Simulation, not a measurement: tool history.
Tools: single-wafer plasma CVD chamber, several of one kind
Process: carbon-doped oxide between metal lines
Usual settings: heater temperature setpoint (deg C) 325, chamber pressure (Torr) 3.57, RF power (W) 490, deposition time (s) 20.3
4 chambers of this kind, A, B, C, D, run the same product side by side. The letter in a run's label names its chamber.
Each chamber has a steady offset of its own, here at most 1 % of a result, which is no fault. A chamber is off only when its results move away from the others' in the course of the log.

run   hour  heater temperature setpoint (deg C)  chamber pressure (Torr)  RF power (W)  deposition time (s)  read-back reference wafer on the same gauge, thickness_nm  mean film thickness on the monitor wafer (Å)
 1B    3.6                                  325                     3.57           490                 20.3                                                     124.95                                          1068
 2A    6.4                                  325                     3.57           490                 20.3                                                     124.98                                        1068.6
 3C    9.1                                  325                     3.57           490                 20.3                                                     125.06                                        1064.1
 4D   11.9                                  325                     3.57           490                 20.3                                                     124.92                                        1067.4
 5B   15.9                                  325                     3.57           490                 20.3                                                     124.87                                        1070.6
 6C   19.6                                  325                     3.57           490                 20.3                                                     125.11                                        1059.8
 7D   24.7                                  325                     3.57           490                 20.3                                                     124.98                                        1067.7
 8A   29.9                                  325                     3.57           490                 20.3                                                     125.03                                        1060.2
 9A   32.5                                  325                     3.57           490                 20.3                                                     125.01                                        1064.8
10D   35.3                                  325                     3.57           560                 20.3                                                     125.04                                        1160.8
11C     41                                  325                     3.57           560                 20.3                                                     125.13                                        1159.7
12B   44.5                                  325                     3.57           560                 20.3                                                     125.05                                        1159.9
13B   48.6                                  325                     3.57           560                 20.3                                                     125.01                                        1164.9
14D   54.3                                  325                     3.57           490                 20.3                                                      124.9                                        1065.3
      58.7  -- chamber A: capacitance manometer re-zeroed and calibrated
15C   58.9                                  325                     3.25           490                 20.3                                                     125.03                                        1055.7
16A   62.2                                  325                     3.25           490                 20.3                                                     124.95                                          1046
17C   65.5                                  325                     3.25           490                 20.3                                                     124.93                                        1058.8
18D   68.9                                  325                     3.25           490                 20.3                                                     124.99                                        1053.7
19B   73.9                                  325                     3.57           490                 20.3                                                     124.94                                        1066.7
20A   79.2                                  325                     3.57           490                 20.3                                                     124.96                                        1067.1
21B   83.3                                  325                     3.57           420                 20.3                                                     125.04                                        944.23
22D   87.3                                  325                     3.57           420                 20.3                                                     124.95                                        960.18
23A   90.3                                  325                     3.57           420                 20.3                                                     124.96                                         950.7
      92.8  -- chamber A: thermocouple changed; heater temperature recalibrated
24C   94.1                                  325                     3.57           420                 20.3                                                     124.99                                        959.78
25B   99.6                                  325                     3.57           490                 20.3                                                     124.97                                          1052
26D    105                                  325                     3.57           490                 20.3                                                     124.94                                          1067
27C  110.8                                  325                     3.57           490                 20.3                                                     125.08                                          1067
28A  114.4                                  325                     3.57           490                 20.3                                                     124.96                                        1058.8
29C  117.4                                  311                     3.57           490                 20.3                                                     125.02                                        1119.1
30D  122.5                                  311                     3.57           490                 20.3                                                     125.01                                        1124.4
31A  127.8                                  311                     3.57           490                 20.3                                                     124.92                                        1119.1
32B  130.7                                  311                     3.57           490                 20.3                                                     125.01                                        1095.6

Next, every chamber runs the same settings. What will each give?
33A  134.9                                  325                     4.17           490                 20.3                                                                                                        ?
33B  134.9                                  325                     4.17           490                 20.3                                                                                                        ?
33C  134.9                                  325                     4.17           490                 20.3                                                                                                        ?
33D  134.9                                  325                     4.17           490                 20.3                                                                                                        ?

run  mean film thickness on the monitor wafer (Å)
33A                                        1085.2
33B                                        1060.2
33C                                        1090.7
33D                                          1084

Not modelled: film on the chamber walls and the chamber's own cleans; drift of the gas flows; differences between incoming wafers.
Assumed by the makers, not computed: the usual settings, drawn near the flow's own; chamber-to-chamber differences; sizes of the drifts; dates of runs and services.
